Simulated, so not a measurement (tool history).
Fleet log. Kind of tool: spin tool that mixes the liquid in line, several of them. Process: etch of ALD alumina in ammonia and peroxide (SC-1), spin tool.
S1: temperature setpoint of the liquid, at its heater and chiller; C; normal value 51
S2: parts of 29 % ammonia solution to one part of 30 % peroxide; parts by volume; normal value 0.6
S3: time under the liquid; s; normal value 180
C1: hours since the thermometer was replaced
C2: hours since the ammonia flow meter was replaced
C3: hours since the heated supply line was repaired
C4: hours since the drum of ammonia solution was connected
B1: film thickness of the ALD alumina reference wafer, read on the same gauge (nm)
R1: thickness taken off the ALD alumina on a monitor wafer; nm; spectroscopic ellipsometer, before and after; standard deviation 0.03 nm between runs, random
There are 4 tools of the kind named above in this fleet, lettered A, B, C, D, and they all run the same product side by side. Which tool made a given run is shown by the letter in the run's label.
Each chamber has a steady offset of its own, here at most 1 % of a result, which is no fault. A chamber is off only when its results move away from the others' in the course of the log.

run   hour    S1    S2   S3      C1      C2      C3     C4      B1      R1
 1C   15.1    51   0.6  180   461.7  1173.6  1884.1  215.5     140  9.2392
 2B   26.5    51   0.6  180  1259.9  1128.1   707.1  386.3     140  9.1287
 3D   36.6    51   0.6  180   300.2   703.3  1746.1  646.9  139.99  9.0891
 4A   49.4    51   0.6  180   231.9   780.4  2234.7  448.6  140.01  9.0435
 5D   62.1    51   0.6  180   325.7   728.8  1771.6  672.4  140.01  9.0784
 6A   74.2    51   0.6  180   256.7   805.2  2259.5  473.4  140.02  9.0546
 7C   81.7    51   0.4   80   528.3  1240.2  1950.7  282.1     140  3.9462
 8B   91.8    51   0.4   80  1325.2  1193.4   772.4  451.6  139.99  3.9123
 9D  104.9    51   0.4   80   368.5   771.6  1814.4  715.2     140   3.907
     110.8  -- chamber C: ammonia flow meter replaced
10C  115.3    51   0.4   80   561.9     4.5  1984.3  315.7  140.02  3.8984
11A  122.3    51   0.6  180   304.8   853.3  2307.6  521.5  139.99  9.1082
12B  137.3    51   0.6  280  1370.7  1238.9   817.9  497.1  139.98  14.106
13B    149    51   0.6  280  1382.4  1250.6   829.6  508.8  139.98   14.18
14A  159.3    51   0.6  280   341.8   890.3  2344.6  558.5  140.01  14.137
15C  168.7    51   0.6  280   615.3    57.9  2037.7  369.1  139.98  14.274
16D  179.3    51   0.6  125   442.9     846  1888.8  789.6  140.01  6.3575
17A    192    51   0.6  125   374.5     923  2377.3  591.2     140  6.2834
     196.7  -- chamber A: ammonia flow meter replaced
18C  199.1    51   0.6  125   645.7    88.3  2068.1  399.5     140  6.4126
19B  210.2    51   0.6  125  1443.6  1311.8   890.8    570  139.99  6.2515
20D  223.2    51   0.6  180   486.8   889.9  1932.7  833.5  140.02  9.1063
     234.2  -- chamber C: new drum of ammonia solution connected
21C  238.9    51   0.6  180   685.5   128.1  2107.9    4.8     140  9.1858
22B  247.7  43.5  0.35  180  1481.1  1349.3   928.3  607.5  140.01  5.6337
23A  258.8  43.5  0.35  180   441.3    62.2  2444.1    658     140  5.7369
24D  269.9  43.5  0.35  180   533.5   936.6  1979.4  880.2  139.98  5.6451
25D  277.6  43.5  0.35  180   541.2   944.3  1987.1  887.9  139.99  5.6427
26B  288.4    51   0.6  255  1521.8    1390     969  648.2  140.01  12.718
27C  295.6    51   0.6  255   742.2   184.8  2164.6   61.5  140.02   13.07
       299  -- chamber A: new drum of ammonia solution connected
28A  309.5    51   0.6  255     492   112.9  2494.8   10.5  140.01  12.846
29B  322.5    51   0.6  255  1555.9  1424.1  1003.1  682.3     140  12.621
     332.6  -- chamber D: ammonia flow meter replaced
30D  337.4    51   0.6  180     601     4.8  2046.9  947.7  140.01  9.1099
     347.3  -- chamber D: new drum of ammonia solution connected
31A  349.1    51   0.6  180   531.6   152.5  2534.4   50.1  139.99  9.0968
32C  358.1    51   0.6  210   804.7   247.3  2227.1    124  140.01  10.657
     363.7  -- chamber B: heated supply line repaired
33B    371    51   0.6  210  1604.4  1472.6     7.3  730.8  139.96  10.334
34D  383.7    51   0.6  210   647.3    51.1  2093.2   36.4  140.02  10.584

Decide between three cases: one chamber stands off from its peers, the gauge reading all wafers drifts, or nothing is wrong past each chamber's small offset. Where a chamber is off, say which and what most likely put it there.

Chamber B drifts away from the others.
What lies behind it: liquid colder than its thermometer reads (K) = 0.63.

Here are 4 candidates for chamber B's next run, each the usual settings with a change, their results left as question marks. Which one brings its results back in line with what the others give on the usual settings?
In-line tolerance around the mean of the other chambers on the usual settings: R1 0.1 nm
35B-1   395    51  0.55  180                       ?
35B-2   395    51   0.7  180                       ?
35B-3   395    51   0.6  185                       ?
35B-4   395  50.5   0.6  180                       ?

On the usual settings, the other chambers give on average: R1 9.1228 nm
  run      R1
35B-1  8.7649
35B-2  8.9658
35B-3  9.0823
35B-4  8.5975
35B-3 puts the chamber back in line with the other chambers.
